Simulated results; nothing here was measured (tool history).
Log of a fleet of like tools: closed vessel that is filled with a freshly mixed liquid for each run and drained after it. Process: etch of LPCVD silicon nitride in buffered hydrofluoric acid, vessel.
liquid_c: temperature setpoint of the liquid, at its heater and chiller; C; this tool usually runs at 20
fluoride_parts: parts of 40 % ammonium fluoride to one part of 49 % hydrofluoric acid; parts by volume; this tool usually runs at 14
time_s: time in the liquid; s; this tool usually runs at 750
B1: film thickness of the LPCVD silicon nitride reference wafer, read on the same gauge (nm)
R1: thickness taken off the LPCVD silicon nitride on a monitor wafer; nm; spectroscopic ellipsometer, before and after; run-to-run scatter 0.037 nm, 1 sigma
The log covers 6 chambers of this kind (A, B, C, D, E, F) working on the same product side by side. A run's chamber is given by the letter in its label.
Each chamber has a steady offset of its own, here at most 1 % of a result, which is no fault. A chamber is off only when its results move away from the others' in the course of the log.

Run 1A, day 0.412: usual settings; B1 50.021. Result: R1 6.148 nm.
Run 2D, day 0.946: usual settings; B1 50.007. Result: R1 6.213 nm.
Run 3F, day 1.321: usual settings; B1 50.003. Result: R1 6.0725 nm.
Run 4C, day 1.679: usual settings; B1 49.992. Result: R1 6.1882 nm.
Run 5E, day 2.067: usual settings; B1 49.987. Result: R1 6.1668 nm.
Run 6B, day 2.575: usual settings; B1 50.023. Result: R1 6.2534 nm.
Run 7B, day 3.083: usual settings; B1 50.063. Result: R1 6.2452 nm.
Run 8A, day 3.754: usual settings; B1 50. Result: R1 6.1701 nm.
Run 9E, day 4.425: usual settings; B1 50.012. Result: R1 6.1592 nm.
Run 10F, day 4.788: usual settings but fluoride_parts 9.5 parts by volume, time_s 1085 s; B1 50.015. Result: R1 12.794 nm.
Run 11C, day 5.438: usual settings but fluoride_parts 9.5 parts by volume, time_s 1085 s; B1 50.013. Result: R1 12.682 nm.
Run 12D, day 6.038: usual settings but fluoride_parts 9.5 parts by volume, time_s 1085 s; B1 49.961. Result: R1 12.926 nm.
Run 13A, day 6.7: usual settings but fluoride_parts 9.5 parts by volume, time_s 1085 s; B1 49.998. Result: R1 12.87 nm.
Run 14C, day 7.371: usual settings but fluoride_parts 9.5 parts by volume, time_s 1085 s; B1 50.011. Result: R1 12.857 nm.
Run 15F, day 7.746: usual settings but fluoride_parts 9.5 parts by volume, time_s 1085 s; B1 49.988. Result: R1 12.753 nm.
Run 16D, day 8.283: usual settings; B1 49.982. Result: R1 6.2478 nm.
Run 17B, day 8.596: usual settings; B1 50.035. Result: R1 6.331 nm.
Run 18E, day 9.171: usual settings; B1 49.953. Result: R1 6.1833 nm.
At day 9.479: chamber B: hydrofluoric acid flow meter replaced.
Run 19F, day 9.746: usual settings; B1 50.051. Result: R1 6.1358 nm.
Run 20E, day 10.188: usual settings; B1 49.987. Result: R1 6.1431 nm.
Run 21D, day 10.617: usual settings; B1 50.009. Result: R1 6.2231 nm.
Run 22C, day 11.275: usual settings; B1 49.994. Result: R1 6.1202 nm.
Run 23B, day 11.758: usual settings; B1 49.967. Result: R1 6.3365 nm.
Run 24A, day 12.083: usual settings; B1 50.025. Result: R1 6.2097 nm.
Run 25C, day 12.629: usual settings; B1 50.011. Result: R1 6.1652 nm.
At day 13.125: chamber A: thermometer replaced.
Run 26E, day 13.271: usual settings; B1 50.011. Result: R1 6.128 nm.
Run 27F, day 13.833: usual settings; B1 49.996. Result: R1 6.1434 nm.
Run 28A, day 14.175: usual settings; B1 50.02. Result: R1 6.1778 nm.
At day 14.183: chamber F: hydrofluoric acid flow meter replaced.
Run 29D, day 14.8: usual settings but fluoride_parts 16.5 parts by volume, time_s 490 s; B1 49.99. Result: R1 3.4835 nm.
Run 30B, day 15.383: usual settings but fluoride_parts 16.5 parts by volume, time_s 490 s; B1 49.993. Result: R1 3.5802 nm.
Run 31C, day 15.979: usual settings but fluoride_parts 16.5 parts by volume, time_s 490 s; B1 49.936. Result: R1 3.3943 nm.
Run 32F, day 16.438: usual settings but fluoride_parts 16.5 parts by volume, time_s 490 s; B1 49.978. Result: R1 3.4223 nm.
Run 33E, day 17.025: usual settings but fluoride_parts 16.5 parts by volume, time_s 490 s; B1 49.995. Result: R1 3.4185 nm.
Run 34B, day 17.512: usual settings but fluoride_parts 16.5 parts by volume, time_s 490 s; B1 50.026. Result: R1 3.6233 nm.
Run 35D, day 18.146: usual settings; B1 50. Result: R1 6.2038 nm.
Run 36A, day 18.5: usual settings; B1 49.987. Result: R1 6.1714 nm.
Run 37E, day 19.062: usual settings; B1 50.013. Result: R1 6.1663 nm.
Run 38C, day 19.6: usual settings; B1 49.968. Result: R1 6.2338 nm.

What goes on in this fleet: one chamber off, a drifting gauge, or nothing beyond the chambers' own small offsets? Name the chamber and the cause, if any.

It is chamber B that slowly wanders off from its peers.
Most likely cause: liquid hotter than its thermometer reads (K) = 1.09.

Chamber B could run next with any of the 4 candidate recipes listed below; each alters the usual settings, and their results appear as question marks. Which one brings its results back in line with what the other chambers deliver on the usual settings?
Maximum distance from the other chambers' mean on the usual settings for a result to count as in line: R1 0.13 nm
Run 39B-1, day 20.1: usual settings but time_s 800 s. Result: R1 ?.
Run 39B-2, day 20.1: usual settings but time_s 700 s. Result: R1 ?.
Run 39B-3, day 20.1: usual settings but liquid_c 19.5 C, fluoride_parts 14.5 parts by volume, time_s 690 s. Result: R1 ?.
Run 39B-4, day 20.1: usual settings but liquid_c 20.5 C, fluoride_parts 13.5 parts by volume, time_s 815 s. Result: R1 ?.

Usual-settings mean across the other chambers: R1 6.1661 nm
  run      R1
39B-1  7.0611
39B-2  6.1785
39B-3  5.7212
39B-4  7.6662
39B-2 is the one that brings the chamber's results back in line with the other chambers.

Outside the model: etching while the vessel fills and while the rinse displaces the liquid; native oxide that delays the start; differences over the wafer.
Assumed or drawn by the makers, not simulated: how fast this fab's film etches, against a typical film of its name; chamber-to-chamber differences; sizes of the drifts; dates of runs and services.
